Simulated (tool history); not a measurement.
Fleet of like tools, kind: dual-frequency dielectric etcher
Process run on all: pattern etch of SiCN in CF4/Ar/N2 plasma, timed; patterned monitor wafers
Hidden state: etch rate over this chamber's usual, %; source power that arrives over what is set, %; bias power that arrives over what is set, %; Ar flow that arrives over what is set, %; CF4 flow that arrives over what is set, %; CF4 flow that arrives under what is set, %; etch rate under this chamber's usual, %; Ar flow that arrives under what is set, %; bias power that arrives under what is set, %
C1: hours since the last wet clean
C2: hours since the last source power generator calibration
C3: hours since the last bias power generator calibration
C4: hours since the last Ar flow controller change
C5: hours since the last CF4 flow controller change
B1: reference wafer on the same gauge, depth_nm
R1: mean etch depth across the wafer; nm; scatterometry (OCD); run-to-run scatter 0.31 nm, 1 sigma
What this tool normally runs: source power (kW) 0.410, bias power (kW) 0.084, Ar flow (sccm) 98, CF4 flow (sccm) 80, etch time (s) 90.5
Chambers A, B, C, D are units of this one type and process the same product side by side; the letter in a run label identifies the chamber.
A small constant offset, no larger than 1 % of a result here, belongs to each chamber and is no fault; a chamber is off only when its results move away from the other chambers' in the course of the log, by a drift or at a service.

Run 1B, hour 2.4: usual settings; C1 132.8; C2 4702.3; C3 1936.7; C4 592.8; C5 4088.6; B1 67.903. Result: R1 78.116 nm.
Run 2D, hour 4.9: usual settings; C1 409.0; C2 1345.0; C3 4422.9; C4 976.2; C5 245.7; B1 67.922. Result: R1 77.298 nm.
Run 3C, hour 9.2: usual settings; C1 244.5; C2 561.4; C3 3120.6; C4 1950.8; C5 1113.1; B1 67.861. Result: R1 77.219 nm.
Run 4A, hour 14.5: usual settings; C1 513.3; C2 365.8; C3 211.3; C4 98.2; C5 3483.9; B1 67.952. Result: R1 77.477 nm.
Run 5D, hour 18.9: usual settings; C1 423.0; C2 1359.0; C3 4436.9; C4 990.2; C5 259.7; B1 67.893. Result: R1 77.508 nm.
Run 6B, hour 22.1: usual settings; C1 152.5; C2 4722.0; C3 1956.4; C4 612.5; C5 4108.3; B1 67.920. Result: R1 78.194 nm.
Run 7C, hour 24.7: usual settings but source power (kW) 0.320, CF4 flow (sccm) 71; C1 260.0; C2 576.9; C3 3136.1; C4 1966.3; C5 1128.6; B1 67.858. Result: R1 61.657 nm.
Run 8A, hour 29.4: usual settings but source power (kW) 0.320, CF4 flow (sccm) 71; C1 528.2; C2 380.7; C3 226.2; C4 113.1; C5 3498.8; B1 67.918. Result: R1 61.509 nm.
Run 9B, hour 33.9: usual settings but source power (kW) 0.320, CF4 flow (sccm) 71; C1 164.3; C2 4733.8; C3 1968.2; C4 624.3; C5 4120.1; B1 67.890. Result: R1 61.962 nm.
Run 10A, hour 38.9: usual settings but source power (kW) 0.320, CF4 flow (sccm) 71; C1 537.7; C2 390.2; C3 235.7; C4 122.6; C5 3508.3; B1 67.971. Result: R1 61.613 nm.
Run 11C, hour 44.4: usual settings; C1 279.7; C2 596.6; C3 3155.8; C4 1986.0; C5 1148.3; B1 67.899. Result: R1 76.916 nm.
Run 12D, hour 48.3: usual settings; C1 452.4; C2 1388.4; C3 4466.3; C4 1019.6; C5 289.1; B1 67.835. Result: R1 77.151 nm.
Run 13B, hour 52.7: usual settings; C1 183.1; C2 4752.6; C3 1987.0; C4 643.1; C5 4138.9; B1 67.908. Result: R1 77.670 nm.
Run 14C, hour 55.7: usual settings; C1 291.0; C2 607.9; C3 3167.1; C4 1997.3; C5 1159.6; B1 67.896. Result: R1 77.563 nm.
At hour 56.0: chamber D: wet clean of the chamber.
Run 15D, hour 58.3: usual settings; C1 2.3; C2 1398.4; C3 4476.3; C4 1029.6; C5 299.1; B1 67.943. Result: R1 77.162 nm.
Run 16A, hour 63.5: usual settings; C1 562.3; C2 414.8; C3 260.3; C4 147.2; C5 3532.9; B1 67.967. Result: R1 77.199 nm.
Run 17C, hour 66.0: usual settings; C1 301.3; C2 618.2; C3 3177.4; C4 2007.6; C5 1169.9; B1 67.935. Result: R1 77.361 nm.
Run 18B, hour 68.6: usual settings; C1 199.0; C2 4768.5; C3 2002.9; C4 659.0; C5 4154.8; B1 67.961. Result: R1 78.026 nm.
Run 19D, hour 73.0: usual settings but etch time (s) 70.0; C1 17.0; C2 1413.1; C3 4491.0; C4 1044.3; C5 313.8; B1 67.835. Result: R1 60.159 nm.
Run 20A, hour 77.8: usual settings but etch time (s) 70.0; C1 576.6; C2 429.1; C3 274.6; C4 161.5; C5 3547.2; B1 67.861. Result: R1 60.020 nm.
At hour 82.7: chamber B: source power generator calibrated.
Run 21C, hour 83.0: usual settings but etch time (s) 70.0; C1 318.3; C2 635.2; C3 3194.4; C4 2024.6; C5 1186.9; B1 67.955. Result: R1 59.729 nm.
Run 22A, hour 87.8: usual settings but etch time (s) 70.0; C1 586.6; C2 439.1; C3 284.6; C4 171.5; C5 3557.2; B1 67.903. Result: R1 59.905 nm.
Run 23B, hour 92.2: usual settings but etch time (s) 104.5; C1 222.6; C2 9.6; C3 2026.5; C4 682.6; C5 4178.4; B1 67.876. Result: R1 90.648 nm.
Run 24D, hour 97.4: usual settings but etch time (s) 104.5; C1 41.4; C2 1437.5; C3 4515.4; C4 1068.7; C5 338.2; B1 67.963. Result: R1 88.761 nm.
Run 25D, hour 100.8: usual settings but etch time (s) 104.5; C1 44.8; C2 1440.9; C3 4518.8; C4 1072.1; C5 341.6; B1 67.835. Result: R1 89.066 nm.
At hour 102.1: chamber A: wet clean of the chamber.
Run 26B, hour 105.4: usual settings but etch time (s) 104.5; C1 235.8; C2 22.8; C3 2039.7; C4 695.8; C5 4191.6; B1 67.917. Result: R1 89.787 nm.
Run 27C, hour 108.6: usual settings; C1 343.9; C2 660.8; C3 3220.0; C4 2050.2; C5 1212.5; B1 67.958. Result: R1 76.965 nm.
Run 28A, hour 111.9: usual settings; C1 9.8; C2 463.2; C3 308.7; C4 195.6; C5 3581.3; B1 67.951. Result: R1 77.255 nm.
Run 29B, hour 114.9: usual settings; C1 245.3; C2 32.3; C3 2049.2; C4 705.3; C5 4201.1; B1 67.920. Result: R1 77.843 nm.
Run 30D, hour 119.0: usual settings; C1 63.0; C2 1459.1; C3 4537.0; C4 1090.3; C5 359.8; B1 67.831. Result: R1 77.781 nm.
Run 31A, hour 123.9: usual settings; C1 21.8; C2 475.2; C3 320.7; C4 207.6; C5 3593.3; B1 67.902. Result: R1 77.395 nm.
Run 32C, hour 128.3: usual settings; C1 363.6; C2 680.5; C3 3239.7; C4 2069.9; C5 1232.2; B1 67.866. Result: R1 76.230 nm.
Run 33D, hour 133.0: usual settings; C1 77.0; C2 1473.1; C3 4551.0; C4 1104.3; C5 373.8; B1 67.896. Result: R1 77.047 nm.
Run 34C, hour 135.6: usual settings; C1 370.9; C2 687.8; C3 3247.0; C4 2077.2; C5 1239.5; B1 67.896. Result: R1 76.031 nm.
Run 35A, hour 141.1: usual settings; C1 39.0; C2 492.4; C3 337.9; C4 224.8; C5 3610.5; B1 67.884. Result: R1 77.364 nm.
Run 36B, hour 146.2: usual settings; C1 276.6; C2 63.6; C3 2080.5; C4 736.6; C5 4232.4; B1 67.842. Result: R1 78.040 nm.
Run 37A, hour 151.4: usual settings; C1 49.3; C2 502.7; C3 348.2; C4 235.1; C5 3620.8; B1 67.884. Result: R1 77.560 nm.
Run 38C, hour 156.3: usual settings; C1 391.6; C2 708.5; C3 3267.7; C4 2097.9; C5 1260.2; B1 67.926. Result: R1 75.450 nm.
Run 39D, hour 158.9: usual settings; C1 102.9; C2 1499.0; C3 4576.9; C4 1130.2; C5 399.7; B1 67.942. Result: R1 77.513 nm.
Run 40B, hour 163.3: usual settings; C1 293.7; C2 80.7; C3 2097.6; C4 753.7; C5 4249.5; B1 67.888. Result: R1 77.362 nm.
Run 41B, hour 166.6: usual settings; C1 297.0; C2 84.0; C3 2100.9; C4 757.0; C5 4252.8; B1 67.941. Result: R1 77.953 nm.
Run 42C, hour 171.3: usual settings but Ar flow (sccm) 113, CF4 flow (sccm) 63; C1 406.6; C2 723.5; C3 3282.7; C4 2112.9; C5 1275.2; B1 67.907. Result: R1 71.211 nm.
Run 43A, hour 176.2: usual settings but Ar flow (sccm) 113, CF4 flow (sccm) 63; C1 74.1; C2 527.5; C3 373.0; C4 259.9; C5 3645.6; B1 67.893. Result: R1 73.486 nm.
Run 44D, hour 180.0: usual settings but Ar flow (sccm) 113, CF4 flow (sccm) 63; C1 124.0; C2 1520.1; C3 4598.0; C4 1151.3; C5 420.8; B1 67.869. Result: R1 73.429 nm.

Next, all 4 chambers run the settings below, one line each with question marks for the results. What does each chamber give?
Run 45A, hour 183.9: usual settings but etch time (s) 113.0. Result: R1 ?.
Run 45B, hour 183.9: usual settings but etch time (s) 113.0. Result: R1 ?.
Run 45C, hour 183.9: usual settings but etch time (s) 113.0. Result: R1 ?.
Run 45D, hour 183.9: usual settings but etch time (s) 113.0. Result: R1 ?.

run      R1
45A  96.707
45B  97.721
45C  92.998
45D  96.798
